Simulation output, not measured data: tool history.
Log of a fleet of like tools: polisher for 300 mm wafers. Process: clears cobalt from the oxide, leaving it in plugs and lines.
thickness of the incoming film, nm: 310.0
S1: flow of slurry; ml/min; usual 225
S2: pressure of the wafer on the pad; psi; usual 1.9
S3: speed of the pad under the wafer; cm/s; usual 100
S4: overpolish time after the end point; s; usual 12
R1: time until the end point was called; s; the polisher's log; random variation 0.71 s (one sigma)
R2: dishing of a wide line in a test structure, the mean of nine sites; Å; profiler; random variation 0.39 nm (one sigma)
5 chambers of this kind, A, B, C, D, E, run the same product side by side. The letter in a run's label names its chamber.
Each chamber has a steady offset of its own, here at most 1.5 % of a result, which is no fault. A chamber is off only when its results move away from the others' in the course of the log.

{"run": "1A", "hour": 7.0, "S1": 225, "S2": 1.9, "S3": 100, "S4": 12, "R1": 61.714, "R2": 271.56}
{"hour": 8.3, "done": "chamber B: head pressure recalibrated"}
{"run": "2D", "hour": 12.2, "S1": 225, "S2": 1.9, "S3": 100, "S4": 12, "R1": 59.924, "R2": 257.1}
{"run": "3B", "hour": 17.7, "S1": 225, "S2": 1.9, "S3": 100, "S4": 12, "R1": 61.662, "R2": 253.68}
{"hour": 19.3, "done": "chamber B: worn pad replaced by a new one"}
{"hour": 20.7, "done": "chamber C: worn pad replaced by a new one"}
{"run": "4E", "hour": 21.7, "S1": 225, "S2": 1.9, "S3": 100, "S4": 12, "R1": 61.339, "R2": 262.14}
{"run": "5C", "hour": 26.7, "S1": 225, "S2": 1.9, "S3": 100, "S4": 12, "R1": 60.691, "R2": 262.52}
{"run": "6D", "hour": 32.1, "S1": 225, "S2": 1.9, "S3": 100, "S4": 12, "R1": 59.213, "R2": 258.41}
{"hour": 33.2, "done": "chamber E: worn pad replaced by a new one"}
{"run": "7E", "hour": 36.5, "S1": 225, "S2": 1.9, "S3": 100, "S4": 12, "R1": 61.332, "R2": 260.02}
{"hour": 37.4, "done": "chamber A: worn pad replaced by a new one"}
{"hour": 40.6, "done": "chamber D: worn pad replaced by a new one"}
{"run": "8C", "hour": 42.2, "S1": 225, "S2": 1.9, "S3": 100, "S4": 12, "R1": 59.641, "R2": 258.81}
{"hour": 48.6, "done": "chamber E: head pressure recalibrated"}
{"run": "9B", "hour": 48.9, "S1": 225, "S2": 1.9, "S3": 100, "S4": 12, "R1": 61.582, "R2": 265.07}
{"run": "10A", "hour": 52.4, "S1": 225, "S2": 1.9, "S3": 100, "S4": 12, "R1": 61.751, "R2": 256.9}
{"run": "11A", "hour": 57.9, "S1": 225, "S2": 1.9, "S3": 100, "S4": 12, "R1": 60.115, "R2": 262.71}
{"run": "12E", "hour": 61.2, "S1": 225, "S2": 1.9, "S3": 100, "S4": 12, "R1": 62.49, "R2": 260.23}
{"run": "13C", "hour": 68.2, "S1": 225, "S2": 1.9, "S3": 100, "S4": 12, "R1": 58.89, "R2": 259.29}
{"run": "14D", "hour": 71.8, "S1": 225, "S2": 1.9, "S3": 100, "S4": 17, "R1": 60.245, "R2": 279.75}
{"run": "15B", "hour": 75.3, "S1": 225, "S2": 1.9, "S3": 100, "S4": 17, "R1": 61.313, "R2": 284.83}
{"run": "16D", "hour": 80.8, "S1": 225, "S2": 1.9, "S3": 100, "S4": 17, "R1": 59.969, "R2": 288.77}
{"hour": 82.5, "done": "chamber B: worn pad replaced by a new one"}
{"run": "17B", "hour": 87.9, "S1": 225, "S2": 1.9, "S3": 100, "S4": 17, "R1": 61.014, "R2": 283.57}
{"hour": 90.7, "done": "chamber C: worn pad replaced by a new one"}
{"run": "18C", "hour": 92.9, "S1": 225, "S2": 1.9, "S3": 100, "S4": 17, "R1": 61.178, "R2": 284.2}
{"run": "19E", "hour": 99.4, "S1": 225, "S2": 1.9, "S3": 100, "S4": 12, "R1": 60.229, "R2": 265.87}
{"run": "20A", "hour": 104.6, "S1": 225, "S2": 1.9, "S3": 100, "S4": 12, "R1": 59.142, "R2": 258.88}
{"hour": 109.1, "done": "chamber C: head pressure recalibrated"}
{"run": "21B", "hour": 110.7, "S1": 225, "S2": 1.9, "S3": 100, "S4": 12, "R1": 61.035, "R2": 264.23}
{"run": "22E", "hour": 117.0, "S1": 225, "S2": 1.9, "S3": 100, "S4": 12, "R1": 59.434, "R2": 261.18}
{"run": "23A", "hour": 121.8, "S1": 225, "S2": 1.9, "S3": 100, "S4": 12, "R1": 61.628, "R2": 266.05}
{"run": "24D", "hour": 128.7, "S1": 225, "S2": 1.9, "S3": 100, "S4": 12, "R1": 60.829, "R2": 249.25}
{"hour": 133.1, "done": "chamber D: worn pad replaced by a new one"}
{"run": "25C", "hour": 135.4, "S1": 225, "S2": 1.9, "S3": 100, "S4": 12, "R1": 54.232, "R2": 259.57}
{"run": "26E", "hour": 141.6, "S1": 155, "S2": 1.9, "S3": 76, "S4": 12, "R1": 83.269, "R2": 233.96}
{"hour": 141.9, "done": "chamber B: worn pad replaced by a new one"}
{"run": "27D", "hour": 147.9, "S1": 155, "S2": 1.9, "S3": 76, "S4": 12, "R1": 84.691, "R2": 228.53}
{"run": "28B", "hour": 151.1, "S1": 155, "S2": 1.9, "S3": 76, "S4": 12, "R1": 83.781, "R2": 229.4}
{"run": "29C", "hour": 155.7, "S1": 155, "S2": 1.9, "S3": 76, "S4": 12, "R1": 77.12, "R2": 238.91}
{"hour": 160.7, "done": "chamber A: worn pad replaced by a new one"}
{"run": "30A", "hour": 160.9, "S1": 155, "S2": 1.9, "S3": 76, "S4": 12, "R1": 82.898, "R2": 227.9}
{"run": "31B", "hour": 167.6, "S1": 225, "S2": 1.9, "S3": 100, "S4": 12, "R1": 60.394, "R2": 255.89}
{"run": "32A", "hour": 173.1, "S1": 225, "S2": 1.9, "S3": 100, "S4": 12, "R1": 60.247, "R2": 270.2}
{"hour": 174.6, "done": "chamber C: worn pad replaced by a new one"}
{"run": "33D", "hour": 179.4, "S1": 225, "S2": 1.9, "S3": 100, "S4": 12, "R1": 60.625, "R2": 260.19}
{"run": "34E", "hour": 186.3, "S1": 225, "S2": 1.9, "S3": 100, "S4": 12, "R1": 59.841, "R2": 263.18}
{"run": "35C", "hour": 192.0, "S1": 225, "S2": 1.9, "S3": 100, "S4": 12, "R1": 55.736, "R2": 268.16}
{"hour": 195.9, "done": "chamber E: worn pad replaced by a new one"}
{"run": "36C", "hour": 197.6, "S1": 225, "S2": 1.9, "S3": 100, "S4": 12, "R1": 55.255, "R2": 272.25}
{"run": "37E", "hour": 203.4, "S1": 225, "S2": 1.9, "S3": 100, "S4": 9, "R1": 61.063, "R2": 234.69}

Next, every chamber runs the same settings. What will each give?
{"run": "38A", "hour": 208.5, "S1": 270, "S2": 1.9, "S3": 100, "S4": 12, "R1": "?", "R2": "?"}
{"run": "38B", "hour": 208.5, "S1": 270, "S2": 1.9, "S3": 100, "S4": 12, "R1": "?", "R2": "?"}
{"run": "38C", "hour": 208.5, "S1": 270, "S2": 1.9, "S3": 100, "S4": 12, "R1": "?", "R2": "?"}
{"run": "38D", "hour": 208.5, "S1": 270, "S2": 1.9, "S3": 100, "S4": 12, "R1": "?", "R2": "?"}
{"run": "38E", "hour": 208.5, "S1": 270, "S2": 1.9, "S3": 100, "S4": 12, "R1": "?", "R2": "?"}

run=38A R1=59.48 R2=262.49
run=38B R1=59.862 R2=261.49
run=38C R1=53.753 R2=264.76
run=38D R1=59.239 R2=263.38
run=38E R1=59.849 R2=264.15
